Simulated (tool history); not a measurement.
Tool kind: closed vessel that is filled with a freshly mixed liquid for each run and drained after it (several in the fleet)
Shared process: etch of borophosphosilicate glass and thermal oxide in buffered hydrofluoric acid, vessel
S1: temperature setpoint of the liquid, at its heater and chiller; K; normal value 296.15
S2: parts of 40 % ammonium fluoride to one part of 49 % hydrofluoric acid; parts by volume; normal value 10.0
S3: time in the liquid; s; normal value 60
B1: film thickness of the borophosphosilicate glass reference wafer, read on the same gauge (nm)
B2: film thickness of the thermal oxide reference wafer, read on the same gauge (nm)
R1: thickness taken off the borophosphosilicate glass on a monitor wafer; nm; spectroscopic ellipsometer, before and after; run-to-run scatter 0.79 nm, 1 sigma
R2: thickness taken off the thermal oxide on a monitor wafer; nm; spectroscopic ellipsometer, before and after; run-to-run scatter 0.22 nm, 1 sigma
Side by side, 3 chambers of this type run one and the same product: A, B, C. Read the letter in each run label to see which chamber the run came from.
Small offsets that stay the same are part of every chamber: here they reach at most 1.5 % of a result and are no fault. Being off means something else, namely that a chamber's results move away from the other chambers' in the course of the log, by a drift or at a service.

Run 1C, day 0.267: usual settings; B1 149.99; B2 70.001. Result: R1 104.940 nm, R2 66.195 nm.
Run 2A, day 0.538: usual settings; B1 150.02; B2 69.971. Result: R1 105.850 nm, R2 64.831 nm.
Run 3B, day 0.746: usual settings; B1 149.99; B2 70.014. Result: R1 103.120 nm, R2 64.705 nm.
Run 4A, day 0.900: usual settings; B1 150.04; B2 69.965. Result: R1 105.740 nm, R2 65.119 nm.
Run 5B, day 1.150: usual settings; B1 150.00; B2 70.017. Result: R1 104.320 nm, R2 64.723 nm.
Run 6C, day 1.425: usual settings; B1 150.00; B2 69.988. Result: R1 104.200 nm, R2 65.878 nm.
Run 7C, day 1.662: usual settings but S3 80 s; B1 150.04; B2 70.021. Result: R1 140.170 nm, R2 88.004 nm.
Run 8A, day 1.808: usual settings but S3 80 s; B1 149.99; B2 69.993. Result: R1 139.040 nm, R2 87.189 nm.
Run 9B, day 1.954: usual settings but S3 80 s; B1 149.99; B2 69.966. Result: R1 139.340 nm, R2 86.391 nm.
Run 10B, day 2.221: usual settings but S1 292.15 K; B1 150.01; B2 69.972. Result: R1 83.278 nm, R2 52.013 nm.
Run 11C, day 2.388: usual settings but S1 292.15 K; B1 150.01; B2 69.985. Result: R1 84.321 nm, R2 52.976 nm.
Run 12A, day 2.525: usual settings but S1 292.15 K; B1 150.00; B2 70.008. Result: R1 83.615 nm, R2 52.234 nm.
Run 13B, day 2.708: usual settings; B1 149.97; B2 70.028. Result: R1 105.060 nm, R2 64.424 nm.
Run 14C, day 2.925: usual settings; B1 150.02; B2 70.005. Result: R1 104.280 nm, R2 65.831 nm.
Run 15A, day 3.079: usual settings; B1 149.97; B2 70.007. Result: R1 105.400 nm, R2 65.507 nm.
Run 16B, day 3.367: usual settings; B1 149.96; B2 70.020. Result: R1 104.920 nm, R2 64.456 nm.
Run 17C, day 3.521: usual settings; B1 150.02; B2 70.010. Result: R1 106.200 nm, R2 66.032 nm.
Run 18A, day 3.775: usual settings; B1 150.01; B2 69.983. Result: R1 104.220 nm, R2 65.156 nm.
Run 19C, day 3.904: usual settings; B1 150.00; B2 69.989. Result: R1 104.590 nm, R2 66.446 nm.
Run 20A, day 4.050: usual settings; B1 149.97; B2 69.979. Result: R1 106.560 nm, R2 65.257 nm.
Run 21B, day 4.208: usual settings; B1 149.99; B2 70.015. Result: R1 105.220 nm, R2 64.891 nm.
Run 22A, day 4.346: usual settings; B1 150.02; B2 70.021. Result: R1 106.690 nm, R2 65.385 nm.
Run 23B, day 4.550: usual settings but S1 292.65 K; B1 149.98; B2 70.014. Result: R1 87.671 nm, R2 53.606 nm.
Run 24C, day 4.825: usual settings but S1 292.65 K; B1 150.01; B2 69.983. Result: R1 87.780 nm, R2 54.304 nm.
Run 25B, day 4.958: usual settings but S1 292.65 K; B1 149.99; B2 70.001. Result: R1 87.327 nm, R2 53.421 nm.
Run 26A, day 5.171: usual settings; B1 149.99; B2 69.996. Result: R1 105.160 nm, R2 64.793 nm.
Run 27C, day 5.321: usual settings but S3 70 s; B1 150.01; B2 70.041. Result: R1 121.690 nm, R2 77.434 nm.
Run 28C, day 5.458: usual settings but S3 70 s; B1 149.99; B2 70.015. Result: R1 121.530 nm, R2 76.912 nm.
Run 29A, day 5.671: usual settings but S3 70 s; B1 150.00; B2 69.985. Result: R1 122.330 nm, R2 76.249 nm.
Run 30B, day 5.867: usual settings; B1 150.01; B2 69.991. Result: R1 105.120 nm, R2 64.680 nm.
Run 31B, day 6.075: usual settings; B1 149.99; B2 69.997. Result: R1 104.420 nm, R2 64.738 nm.
Run 32A, day 6.271: usual settings but S1 293.65 K, S3 90 s; B1 150.02; B2 69.997. Result: R1 139.080 nm, R2 85.016 nm.
Run 33C, day 6.496: usual settings but S1 293.65 K, S3 90 s; B1 150.00; B2 69.984. Result: R1 137.940 nm, R2 86.249 nm.
Run 34A, day 6.788: usual settings but S1 293.65 K, S3 90 s; B1 150.00; B2 70.038. Result: R1 137.350 nm, R2 85.004 nm.
Run 35B, day 7.067: usual settings; B1 149.99; B2 69.976. Result: R1 104.330 nm, R2 64.569 nm.
Run 36C, day 7.221: usual settings; B1 149.96; B2 70.039. Result: R1 104.270 nm, R2 65.647 nm.
Run 37B, day 7.362: usual settings; B1 149.97; B2 69.968. Result: R1 103.220 nm, R2 64.448 nm.
At day 7.375: chamber C: hydrofluoric acid flow meter replaced.
Run 38A, day 7.542: usual settings; B1 149.97; B2 69.977. Result: R1 106.560 nm, R2 65.269 nm.
Run 39C, day 7.742: usual settings; B1 149.98; B2 69.993. Result: R1 104.440 nm, R2 65.826 nm.
At day 7.892: chamber A: thermometer replaced.
Run 40A, day 8.029: usual settings but S2 11.5 parts by volume, S3 75 s; B1 150.03; B2 70.010. Result: R1 116.520 nm, R2 71.333 nm.
Run 41B, day 8.221: usual settings but S2 11.5 parts by volume, S3 75 s; B1 149.97; B2 70.001. Result: R1 113.900 nm, R2 70.841 nm.

The same settings go to every chamber for the next run, one line per chamber below. Forecast the results for each:
Run 42A, day 8.438: usual settings. Result: R1 ?, R2 ?.
Run 42B, day 8.438: usual settings. Result: R1 ?, R2 ?.
Run 42C, day 8.438: usual settings. Result: R1 ?, R2 ?.

run       R1      R2
42A  105.090  64.830
42B  103.720  64.735
42C  104.360  65.873
